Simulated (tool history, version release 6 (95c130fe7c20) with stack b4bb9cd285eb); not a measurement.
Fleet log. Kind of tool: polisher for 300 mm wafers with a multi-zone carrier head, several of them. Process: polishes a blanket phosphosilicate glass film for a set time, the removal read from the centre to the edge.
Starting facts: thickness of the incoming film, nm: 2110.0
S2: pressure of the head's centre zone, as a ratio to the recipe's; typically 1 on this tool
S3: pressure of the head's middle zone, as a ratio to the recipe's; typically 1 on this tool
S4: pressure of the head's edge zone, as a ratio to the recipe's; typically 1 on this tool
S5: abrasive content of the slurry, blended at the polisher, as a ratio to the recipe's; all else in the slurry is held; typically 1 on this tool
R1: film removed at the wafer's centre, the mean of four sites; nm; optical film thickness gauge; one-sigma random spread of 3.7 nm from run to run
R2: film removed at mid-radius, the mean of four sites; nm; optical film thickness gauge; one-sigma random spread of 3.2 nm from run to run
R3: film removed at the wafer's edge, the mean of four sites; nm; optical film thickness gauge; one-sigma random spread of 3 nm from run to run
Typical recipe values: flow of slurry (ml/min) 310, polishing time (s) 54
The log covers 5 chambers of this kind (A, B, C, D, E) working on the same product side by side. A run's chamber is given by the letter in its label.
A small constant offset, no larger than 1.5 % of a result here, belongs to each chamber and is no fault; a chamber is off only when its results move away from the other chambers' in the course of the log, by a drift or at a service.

{"hour": 3.2, "done": "chamber C: edge zone pressure recalibrated"}
{"run": "1E", "hour": 7.5, "flow of slurry (ml/min)": 310, "S2": 1, "S3": 1, "S4": 1, "S5": 1, "polishing time (s)": 54, "R1": 264.72, "R2": 263.89, "R3": 273.07}
{"hour": 8.9, "done": "chamber D: worn pad replaced by a new one"}
{"run": "2C", "hour": 12.0, "flow of slurry (ml/min)": 310, "S2": 1, "S3": 1, "S4": 1, "S5": 1, "polishing time (s)": 54, "R1": 262.56, "R2": 267.65, "R3": 266.07}
{"run": "3A", "hour": 18.0, "flow of slurry (ml/min)": 310, "S2": 1, "S3": 1, "S4": 1, "S5": 1, "polishing time (s)": 54, "R1": 272.8, "R2": 270.84, "R3": 270.94}
{"run": "4B", "hour": 22.1, "flow of slurry (ml/min)": 310, "S2": 1, "S3": 1, "S4": 1, "S5": 1, "polishing time (s)": 54, "R1": 266.97, "R2": 268.49, "R3": 268.12}
{"run": "5D", "hour": 25.7, "flow of slurry (ml/min)": 310, "S2": 1, "S3": 1, "S4": 1, "S5": 1, "polishing time (s)": 54, "R1": 272.77, "R2": 267.72, "R3": 270.77}
{"run": "6A", "hour": 29.8, "flow of slurry (ml/min)": 310, "S2": 1, "S3": 1, "S4": 1, "S5": 1, "polishing time (s)": 54, "R1": 268.69, "R2": 263.93, "R3": 267.59}
{"hour": 30.4, "done": "chamber C: worn pad replaced by a new one"}
{"run": "7B", "hour": 36.2, "flow of slurry (ml/min)": 310, "S2": 1, "S3": 0.91, "S4": 1, "S5": 1, "polishing time (s)": 71, "R1": 349.59, "R2": 326.31, "R3": 348.28}
{"run": "8C", "hour": 41.7, "flow of slurry (ml/min)": 310, "S2": 1, "S3": 0.91, "S4": 1, "S5": 1, "polishing time (s)": 71, "R1": 349.72, "R2": 323.28, "R3": 349.11}
{"hour": 45.0, "done": "chamber A: worn pad replaced by a new one"}
{"run": "9D", "hour": 46.0, "flow of slurry (ml/min)": 310, "S2": 1, "S3": 0.91, "S4": 1, "S5": 1, "polishing time (s)": 71, "R1": 350.54, "R2": 315.17, "R3": 356.33}
{"run": "10E", "hour": 54.1, "flow of slurry (ml/min)": 310, "S2": 1, "S3": 0.91, "S4": 1, "S5": 1, "polishing time (s)": 71, "R1": 353.14, "R2": 316.99, "R3": 344.83}
{"hour": 58.2, "done": "chamber A: slurry nozzle cleaned"}
{"hour": 58.9, "done": "chamber B: slurry nozzle cleaned"}
{"run": "11D", "hour": 61.0, "flow of slurry (ml/min)": 310, "S2": 1, "S3": 0.91, "S4": 1, "S5": 1, "polishing time (s)": 71, "R1": 346.88, "R2": 325.97, "R3": 350.41}
{"hour": 64.5, "done": "chamber B: worn pad replaced by a new one"}
{"run": "12C", "hour": 66.1, "flow of slurry (ml/min)": 310, "S2": 1, "S3": 1, "S4": 1.04, "S5": 1, "polishing time (s)": 54, "R1": 267.27, "R2": 269.27, "R3": 269.05}
{"hour": 67.9, "done": "chamber D: centre zone pressure recalibrated"}
{"run": "13B", "hour": 71.6, "flow of slurry (ml/min)": 310, "S2": 1, "S3": 1, "S4": 1.04, "S5": 1, "polishing time (s)": 54, "R1": 270.68, "R2": 266.72, "R3": 268.82}
{"run": "14A", "hour": 75.9, "flow of slurry (ml/min)": 310, "S2": 1, "S3": 1, "S4": 1.04, "S5": 1, "polishing time (s)": 54, "R1": 266.04, "R2": 271.82, "R3": 272.3}
{"run": "15E", "hour": 81.2, "flow of slurry (ml/min)": 310, "S2": 1, "S3": 1, "S4": 1.04, "S5": 1, "polishing time (s)": 54, "R1": 266.31, "R2": 268.9, "R3": 267.93}
{"run": "16A", "hour": 88.5, "flow of slurry (ml/min)": 310, "S2": 1, "S3": 1, "S4": 1.04, "S5": 1, "polishing time (s)": 54, "R1": 260.15, "R2": 261.37, "R3": 274.32}
{"run": "17B", "hour": 93.3, "flow of slurry (ml/min)": 310, "S2": 1, "S3": 1, "S4": 1, "S5": 1, "polishing time (s)": 54, "R1": 266.12, "R2": 271.89, "R3": 263.82}
{"run": "18C", "hour": 97.6, "flow of slurry (ml/min)": 310, "S2": 1, "S3": 1, "S4": 1, "S5": 1, "polishing time (s)": 54, "R1": 261.48, "R2": 263.15, "R3": 268.55}
{"run": "19D", "hour": 105.0, "flow of slurry (ml/min)": 310, "S2": 1, "S3": 1, "S4": 1, "S5": 1, "polishing time (s)": 54, "R1": 293.72, "R2": 262.71, "R3": 271.98}
{"run": "20E", "hour": 110.2, "flow of slurry (ml/min)": 310, "S2": 1, "S3": 1, "S4": 1, "S5": 1, "polishing time (s)": 54, "R1": 262.11, "R2": 260.29, "R3": 264.68}
{"hour": 114.8, "done": "chamber D: worn pad replaced by a new one"}
{"run": "21A", "hour": 118.4, "flow of slurry (ml/min)": 310, "S2": 1, "S3": 1, "S4": 1, "S5": 1, "polishing time (s)": 54, "R1": 264.49, "R2": 263.73, "R3": 270.04}
{"run": "22D", "hour": 122.5, "flow of slurry (ml/min)": 310, "S2": 1, "S3": 1, "S4": 1, "S5": 1, "polishing time (s)": 54, "R1": 295.12, "R2": 261.73, "R3": 268.62}
{"run": "23C", "hour": 128.8, "flow of slurry (ml/min)": 310, "S2": 1, "S3": 1, "S4": 1, "S5": 1, "polishing time (s)": 54, "R1": 265.12, "R2": 270.5, "R3": 265.96}
{"run": "24B", "hour": 133.7, "flow of slurry (ml/min)": 310, "S2": 1, "S3": 1, "S4": 1, "S5": 1, "polishing time (s)": 54, "R1": 266.43, "R2": 268.97, "R3": 260.2}
{"run": "25E", "hour": 141.1, "flow of slurry (ml/min)": 310, "S2": 1, "S3": 1, "S4": 1, "S5": 1, "polishing time (s)": 54, "R1": 265.04, "R2": 264.39, "R3": 260.33}
{"hour": 143.7, "done": "chamber C: worn pad replaced by a new one"}
{"hour": 147.3, "done": "chamber E: worn pad replaced by a new one"}
{"run": "26C", "hour": 148.7, "flow of slurry (ml/min)": 310, "S2": 1, "S3": 1, "S4": 1, "S5": 1.1, "polishing time (s)": 54, "R1": 287.16, "R2": 281.39, "R3": 279.51}
{"hour": 152.2, "done": "chamber E: edge zone pressure recalibrated"}
{"run": "27A", "hour": 154.8, "flow of slurry (ml/min)": 310, "S2": 1, "S3": 1, "S4": 1, "S5": 1.1, "polishing time (s)": 54, "R1": 271.53, "R2": 281.05, "R3": 274.47}
{"run": "28E", "hour": 159.1, "flow of slurry (ml/min)": 310, "S2": 1, "S3": 1, "S4": 1, "S5": 1.1, "polishing time (s)": 54, "R1": 275.85, "R2": 281.16, "R3": 271.67}
{"run": "29B", "hour": 166.4, "flow of slurry (ml/min)": 310, "S2": 1, "S3": 1, "S4": 1, "S5": 1.1, "polishing time (s)": 54, "R1": 276.97, "R2": 280.08, "R3": 270.92}
{"run": "30D", "hour": 169.9, "flow of slurry (ml/min)": 310, "S2": 1, "S3": 1, "S4": 1, "S5": 1.1, "polishing time (s)": 54, "R1": 311.59, "R2": 273.22, "R3": 283.62}
{"run": "31E", "hour": 175.0, "flow of slurry (ml/min)": 310, "S2": 1, "S3": 1, "S4": 1, "S5": 1, "polishing time (s)": 54, "R1": 266.58, "R2": 262.4, "R3": 263.65}
{"hour": 180.8, "done": "chamber A: edge zone pressure recalibrated"}
{"run": "32A", "hour": 183.0, "flow of slurry (ml/min)": 310, "S2": 1, "S3": 1, "S4": 1, "S5": 1, "polishing time (s)": 54, "R1": 265.49, "R2": 263.52, "R3": 268.74}

Next, every chamber runs the same settings. What will each give?
{"run": "33A", "hour": 188.8, "flow of slurry (ml/min)": 310, "S2": 1, "S3": 1, "S4": 1, "S5": 1, "polishing time (s)": 54, "R1": "?", "R2": "?", "R3": "?"}
{"run": "33B", "hour": 188.8, "flow of slurry (ml/min)": 310, "S2": 1, "S3": 1, "S4": 1, "S5": 1, "polishing time (s)": 54, "R1": "?", "R2": "?", "R3": "?"}
{"run": "33C", "hour": 188.8, "flow of slurry (ml/min)": 310, "S2": 1, "S3": 1, "S4": 1, "S5": 1, "polishing time (s)": 54, "R1": "?", "R2": "?", "R3": "?"}
{"run": "33D", "hour": 188.8, "flow of slurry (ml/min)": 310, "S2": 1, "S3": 1, "S4": 1, "S5": 1, "polishing time (s)": 54, "R1": "?", "R2": "?", "R3": "?"}
{"run": "33E", "hour": 188.8, "flow of slurry (ml/min)": 310, "S2": 1, "S3": 1, "S4": 1, "S5": 1, "polishing time (s)": 54, "R1": "?", "R2": "?", "R3": "?"}

run=33A R1=265.98 R2=269.33 R3=271.02
run=33B R1=265.61 R2=268.84 R3=265.26
run=33C R1=265.04 R2=266.73 R3=265.3
run=33D R1=295.53 R2=266.82 R3=274.4
run=33E R1=263.71 R2=266.13 R3=259.95
